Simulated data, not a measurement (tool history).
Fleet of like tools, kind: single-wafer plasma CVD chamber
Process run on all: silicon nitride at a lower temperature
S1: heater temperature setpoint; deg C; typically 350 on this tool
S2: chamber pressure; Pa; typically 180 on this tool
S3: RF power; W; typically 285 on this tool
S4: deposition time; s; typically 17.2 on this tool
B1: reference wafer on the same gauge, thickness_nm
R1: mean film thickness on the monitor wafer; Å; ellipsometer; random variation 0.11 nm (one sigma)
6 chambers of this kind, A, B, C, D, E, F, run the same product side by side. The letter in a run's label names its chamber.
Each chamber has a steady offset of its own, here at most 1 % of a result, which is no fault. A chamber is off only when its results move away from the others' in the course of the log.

run 1C hour=8.9 | S1=350 S2=180 S3=285 S4=17.2 | B1=15.195 | R1=185.43
run 2F hour=15.9 | S1=350 S2=180 S3=285 S4=17.2 | B1=15.193 | R1=185.23
run 3B hour=28.2 | S1=350 S2=180 S3=285 S4=17.2 | B1=15.226 | R1=188.22
-- hour=37.3 chamber E: thermocouple changed; heater temperature recalibrated
run 4E hour=39.0 | S1=350 S2=180 S3=285 S4=17.2 | B1=15.191 | R1=184.85
run 5A hour=45.9 | S1=350 S2=180 S3=285 S4=17.2 | B1=15.199 | R1=185.16
run 6D hour=53.5 | S1=350 S2=180 S3=285 S4=17.2 | B1=15.203 | R1=186.15
run 7D hour=69.1 | S1=350 S2=149 S3=285 S4=17.2 | B1=15.213 | R1=173.98
run 8C hour=80.1 | S1=350 S2=149 S3=285 S4=17.2 | B1=15.191 | R1=176.50
run 9E hour=94.1 | S1=350 S2=149 S3=285 S4=17.2 | B1=15.188 | R1=178.27
run 10A hour=109.5 | S1=350 S2=149 S3=285 S4=17.2 | B1=15.218 | R1=178.28
run 11F hour=118.0 | S1=350 S2=149 S3=285 S4=17.2 | B1=15.222 | R1=176.12
run 12B hour=132.1 | S1=350 S2=149 S3=285 S4=17.2 | B1=15.199 | R1=177.56
-- hour=133.8 chamber F: capacitance manometer re-zeroed and calibrated
run 13A hour=144.6 | S1=350 S2=180 S3=285 S4=17.2 | B1=15.184 | R1=186.99
run 14F hour=159.7 | S1=350 S2=180 S3=285 S4=17.2 | B1=15.185 | R1=188.47
-- hour=162.0 chamber D: thermocouple changed; heater temperature recalibrated
run 15D hour=169.9 | S1=350 S2=180 S3=285 S4=17.2 | B1=15.187 | R1=185.62
run 16C hour=185.1 | S1=350 S2=180 S3=285 S4=17.2 | B1=15.216 | R1=185.70
run 17B hour=199.4 | S1=356 S2=180 S3=250 S4=17.2 | B1=15.198 | R1=169.27
run 18E hour=208.3 | S1=356 S2=180 S3=250 S4=17.2 | B1=15.211 | R1=170.56
run 19C hour=223.1 | S1=356 S2=180 S3=250 S4=17.2 | B1=15.216 | R1=169.07
run 20F hour=230.2 | S1=356 S2=180 S3=250 S4=17.2 | B1=15.215 | R1=169.59
-- hour=240.2 chamber B: RF generator calibrated
run 21B hour=244.6 | S1=356 S2=180 S3=250 S4=17.2 | B1=15.209 | R1=171.94
run 22E hour=259.3 | S1=356 S2=180 S3=250 S4=17.2 | B1=15.202 | R1=170.02
-- hour=260.8 chamber D: capacitance manometer re-zeroed and calibrated
run 23A hour=271.2 | S1=350 S2=180 S3=285 S4=17.2 | B1=15.203 | R1=187.05
run 24D hour=283.0 | S1=350 S2=180 S3=285 S4=17.2 | B1=15.237 | R1=186.40
run 25E hour=291.6 | S1=350 S2=180 S3=285 S4=17.2 | B1=15.197 | R1=188.71
run 26D hour=302.6 | S1=350 S2=180 S3=285 S4=17.2 | B1=15.199 | R1=184.21
run 27C hour=311.9 | S1=350 S2=180 S3=285 S4=17.2 | B1=15.182 | R1=185.76
run 28B hour=324.3 | S1=350 S2=164 S3=255 S4=17.2 | B1=15.201 | R1=169.80
run 29A hour=333.6 | S1=350 S2=164 S3=255 S4=17.2 | B1=15.190 | R1=165.80
run 30F hour=347.0 | S1=350 S2=164 S3=255 S4=17.2 | B1=15.219 | R1=161.95
run 31C hour=361.1 | S1=350 S2=164 S3=255 S4=17.2 | B1=15.215 | R1=168.06
run 32B hour=371.6 | S1=350 S2=164 S3=255 S4=17.2 | B1=15.222 | R1=169.01
run 33A hour=379.3 | S1=350 S2=164 S3=255 S4=17.2 | B1=15.216 | R1=166.93
run 34E hour=388.3 | S1=350 S2=180 S3=285 S4=17.2 | B1=15.208 | R1=185.76
run 35D hour=402.2 | S1=350 S2=180 S3=285 S4=17.2 | B1=15.195 | R1=185.03
run 36F hour=410.8 | S1=350 S2=180 S3=285 S4=17.2 | B1=15.211 | R1=179.05
run 37C hour=420.0 | S1=350 S2=180 S3=285 S4=17.2 | B1=15.194 | R1=186.50
run 38E hour=430.9 | S1=350 S2=180 S3=285 S4=17.2 | B1=15.187 | R1=186.17
run 39F hour=438.0 | S1=350 S2=180 S3=285 S4=17.2 | B1=15.197 | R1=177.61
run 40B hour=447.6 | S1=350 S2=180 S3=285 S4=17.2 | B1=15.207 | R1=188.51
run 41D hour=454.6 | S1=350 S2=180 S3=285 S4=17.2 | B1=15.201 | R1=187.02
run 42A hour=463.1 | S1=350 S2=180 S3=285 S4=17.2 | B1=15.212 | R1=186.43
run 43E hour=474.4 | S1=350 S2=180 S3=285 S4=17.2 | B1=15.210 | R1=187.58
run 44A hour=487.7 | S1=350 S2=180 S3=285 S4=17.2 | B1=15.184 | R1=185.93

Each of the 6 chambers runs these same settings next. Fill in every chamber's results:
run 45A hour=499.0 | S1=350 S2=180 S3=285 S4=17.2 | R1=?
run 45B hour=499.0 | S1=350 S2=180 S3=285 S4=17.2 | R1=?
run 45C hour=499.0 | S1=350 S2=180 S3=285 S4=17.2 | R1=?
run 45D hour=499.0 | S1=350 S2=180 S3=285 S4=17.2 | R1=?
run 45E hour=499.0 | S1=350 S2=180 S3=285 S4=17.2 | R1=?
run 45F hour=499.0 | S1=350 S2=180 S3=285 S4=17.2 | R1=?

run=45A R1=187.25
run=45B R1=189.65
run=45C R1=185.54
run=45D R1=185.17
run=45E R1=186.18
run=45F R1=177.15

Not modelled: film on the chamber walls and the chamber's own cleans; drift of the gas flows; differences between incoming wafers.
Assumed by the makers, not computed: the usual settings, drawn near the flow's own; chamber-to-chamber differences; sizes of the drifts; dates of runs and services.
